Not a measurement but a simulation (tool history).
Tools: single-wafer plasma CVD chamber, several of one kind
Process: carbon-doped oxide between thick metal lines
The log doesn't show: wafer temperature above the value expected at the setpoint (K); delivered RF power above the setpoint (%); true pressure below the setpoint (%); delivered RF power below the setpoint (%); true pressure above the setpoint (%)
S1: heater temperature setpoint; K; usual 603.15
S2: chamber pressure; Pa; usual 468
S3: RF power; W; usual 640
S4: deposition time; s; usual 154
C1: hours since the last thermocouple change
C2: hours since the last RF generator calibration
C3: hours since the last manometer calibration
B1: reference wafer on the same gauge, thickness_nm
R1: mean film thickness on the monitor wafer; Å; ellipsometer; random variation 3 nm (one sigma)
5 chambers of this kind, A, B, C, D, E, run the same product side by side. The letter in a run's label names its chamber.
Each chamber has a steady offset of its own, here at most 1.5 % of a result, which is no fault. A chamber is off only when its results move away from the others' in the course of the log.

{"run": "1E", "hour": 8.6, "S1": 603.15, "S2": 468, "S3": 640, "S4": 154, "C1": 55.8, "C2": 1241.6, "C3": 435.8, "B1": 920.36, "R1": 9110.5}
{"run": "2C", "hour": 20.5, "S1": 603.15, "S2": 468, "S3": 640, "S4": 154, "C1": 316.6, "C2": 789.8, "C3": 660, "B1": 921.36, "R1": 9094.2}
{"run": "3D", "hour": 29.0, "S1": 603.15, "S2": 468, "S3": 640, "S4": 154, "C1": 714.8, "C2": 956.2, "C3": 2203, "B1": 920.87, "R1": 9063.7}
{"hour": 29.9, "done": "chamber D: RF generator calibrated"}
{"run": "4A", "hour": 38.9, "S1": 603.15, "S2": 468, "S3": 640, "S4": 154, "C1": 213.8, "C2": 702.3, "C3": 361.2, "B1": 920.6, "R1": 9139.2}
{"run": "5B", "hour": 46.4, "S1": 603.15, "S2": 468, "S3": 640, "S4": 154, "C1": 722.4, "C2": 1332.9, "C3": 3061, "B1": 921.09, "R1": 9102.5}
{"run": "6A", "hour": 53.0, "S1": 603.15, "S2": 468, "S3": 640, "S4": 154, "C1": 227.9, "C2": 716.4, "C3": 375.3, "B1": 920.79, "R1": 9135.8}
{"run": "7D", "hour": 61.5, "S1": 603.15, "S2": 468, "S3": 640, "S4": 154, "C1": 747.3, "C2": 31.7, "C3": 2235.5, "B1": 921.45, "R1": 9084.6}
{"run": "8E", "hour": 67.7, "S1": 603.15, "S2": 468, "S3": 640, "S4": 154, "C1": 114.9, "C2": 1300.7, "C3": 494.9, "B1": 921.6, "R1": 9126.4}
{"run": "9B", "hour": 74.9, "S1": 603.15, "S2": 540, "S3": 640, "S4": 169, "C1": 750.9, "C2": 1361.4, "C3": 3089.5, "B1": 921.9, "R1": 10102}
{"run": "10C", "hour": 83.5, "S1": 603.15, "S2": 540, "S3": 640, "S4": 169, "C1": 379.6, "C2": 852.8, "C3": 723, "B1": 921.25, "R1": 10055}
{"run": "11E", "hour": 94.1, "S1": 603.15, "S2": 540, "S3": 640, "S4": 169, "C1": 141.3, "C2": 1327.1, "C3": 521.3, "B1": 920.35, "R1": 10090}
{"run": "12D", "hour": 106.2, "S1": 603.15, "S2": 540, "S3": 640, "S4": 169, "C1": 792, "C2": 76.4, "C3": 2280.2, "B1": 921.12, "R1": 10211}
{"run": "13B", "hour": 116.6, "S1": 603.15, "S2": 540, "S3": 640, "S4": 169, "C1": 792.6, "C2": 1403.1, "C3": 3131.2, "B1": 920.16, "R1": 10152}
{"run": "14C", "hour": 124.2, "S1": 603.15, "S2": 468, "S3": 640, "S4": 154, "C1": 420.3, "C2": 893.5, "C3": 763.7, "B1": 921.16, "R1": 8976.2}
{"run": "15A", "hour": 133.2, "S1": 603.15, "S2": 468, "S3": 640, "S4": 154, "C1": 308.1, "C2": 796.6, "C3": 455.5, "B1": 919.67, "R1": 9205.8}
{"run": "16C", "hour": 139.0, "S1": 603.15, "S2": 468, "S3": 640, "S4": 154, "C1": 435.1, "C2": 908.3, "C3": 778.5, "B1": 920.43, "R1": 8957.1}
{"run": "17B", "hour": 144.7, "S1": 603.15, "S2": 468, "S3": 640, "S4": 154, "C1": 820.7, "C2": 1431.2, "C3": 3159.3, "B1": 920.99, "R1": 9024.7}
{"run": "18D", "hour": 155.0, "S1": 603.15, "S2": 468, "S3": 640, "S4": 154, "C1": 840.8, "C2": 125.2, "C3": 2329, "B1": 920.3, "R1": 9086.8}
{"run": "19A", "hour": 163.1, "S1": 603.15, "S2": 468, "S3": 640, "S4": 154, "C1": 338, "C2": 826.5, "C3": 485.4, "B1": 921.07, "R1": 9135.7}
{"run": "20E", "hour": 171.7, "S1": 603.15, "S2": 468, "S3": 640, "S4": 154, "C1": 218.9, "C2": 1404.7, "C3": 598.9, "B1": 920.06, "R1": 9067.4}
{"hour": 174.0, "done": "chamber B: capacitance manometer re-zeroed and calibrated"}
{"run": "21A", "hour": 180.2, "S1": 603.15, "S2": 375, "S3": 555, "S4": 154, "C1": 355.1, "C2": 843.6, "C3": 502.5, "B1": 921.3, "R1": 8204}
{"run": "22E", "hour": 188.8, "S1": 603.15, "S2": 375, "S3": 555, "S4": 154, "C1": 236, "C2": 1421.8, "C3": 616, "B1": 920.86, "R1": 8167.4}
{"hour": 194.1, "done": "chamber D: thermocouple changed; heater temperature recalibrated"}
{"run": "23C", "hour": 199.1, "S1": 603.15, "S2": 375, "S3": 555, "S4": 154, "C1": 495.2, "C2": 968.4, "C3": 838.6, "B1": 921.12, "R1": 7930.5}
{"run": "24B", "hour": 208.1, "S1": 603.15, "S2": 375, "S3": 555, "S4": 154, "C1": 884.1, "C2": 1494.6, "C3": 34.1, "B1": 920.95, "R1": 8140.7}
{"run": "25D", "hour": 213.9, "S1": 603.15, "S2": 375, "S3": 555, "S4": 154, "C1": 19.8, "C2": 184.1, "C3": 2387.9, "B1": 920.79, "R1": 8128.7}
{"hour": 215.9, "done": "chamber B: thermocouple changed; heater temperature recalibrated"}
{"run": "26D", "hour": 222.3, "S1": 603.15, "S2": 411, "S3": 640, "S4": 154, "C1": 28.2, "C2": 192.5, "C3": 2396.3, "B1": 920.68, "R1": 8925}
{"run": "27B", "hour": 229.8, "S1": 603.15, "S2": 411, "S3": 640, "S4": 154, "C1": 13.9, "C2": 1516.3, "C3": 55.8, "B1": 921.19, "R1": 8938.4}
{"run": "28E", "hour": 236.7, "S1": 603.15, "S2": 411, "S3": 640, "S4": 154, "C1": 283.9, "C2": 1469.7, "C3": 663.9, "B1": 921.17, "R1": 8963}
{"run": "29A", "hour": 243.0, "S1": 603.15, "S2": 411, "S3": 640, "S4": 154, "C1": 417.9, "C2": 906.4, "C3": 565.3, "B1": 921.61, "R1": 9000.3}
{"run": "30C", "hour": 249.5, "S1": 603.15, "S2": 411, "S3": 640, "S4": 154, "C1": 545.6, "C2": 1018.8, "C3": 889, "B1": 920.36, "R1": 8653.5}
{"run": "31E", "hour": 260.5, "S1": 603.15, "S2": 468, "S3": 640, "S4": 154, "C1": 307.7, "C2": 1493.5, "C3": 687.7, "B1": 920.86, "R1": 9082.3}
{"run": "32B", "hour": 267.9, "S1": 603.15, "S2": 468, "S3": 640, "S4": 154, "C1": 52, "C2": 1554.4, "C3": 93.9, "B1": 921.1, "R1": 9088.3}
{"run": "33C", "hour": 278.0, "S1": 603.15, "S2": 468, "S3": 640, "S4": 154, "C1": 574.1, "C2": 1047.3, "C3": 917.5, "B1": 920.87, "R1": 8727.1}
{"run": "34A", "hour": 284.6, "S1": 603.15, "S2": 468, "S3": 640, "S4": 154, "C1": 459.5, "C2": 948, "C3": 606.9, "B1": 921.35, "R1": 9133.5}

What goes on in this fleet: one chamber off, a drifting gauge, or nothing beyond the chambers' own small offsets? Name the chamber and the cause, if any.

Chamber C drifts away from the others.
Cause: delivered RF power below the setpoint (%) = 6.54.

Here are 4 candidates for chamber C's next run, each the usual settings with a change, their results left as question marks. Which one brings its results back in line with what the others give on the usual settings?
In line means no further than this from the other chambers' mean on the usual settings: R1 110 Å
{"run": "35C-1", "hour": 293.3, "S1": 594.15, "S2": 513, "S3": 640, "S4": 154, "R1": "?"}
{"run": "35C-2", "hour": 293.3, "S1": 612.15, "S2": 423, "S3": 640, "S4": 154, "R1": "?"}
{"run": "35C-3", "hour": 293.3, "S1": 602.15, "S2": 468, "S3": 640, "S4": 164, "R1": "?"}
{"run": "35C-4", "hour": 293.3, "S1": 604.15, "S2": 468, "S3": 640, "S4": 144, "R1": "?"}

The other chambers' mean on the usual settings: R1 9091.9 Å
run=35C-1 R1=9098
run=35C-2 R1=8391.8
run=35C-3 R1=9325.2
run=35C-4 R1=8141
35C-1 brings the chamber back in line.
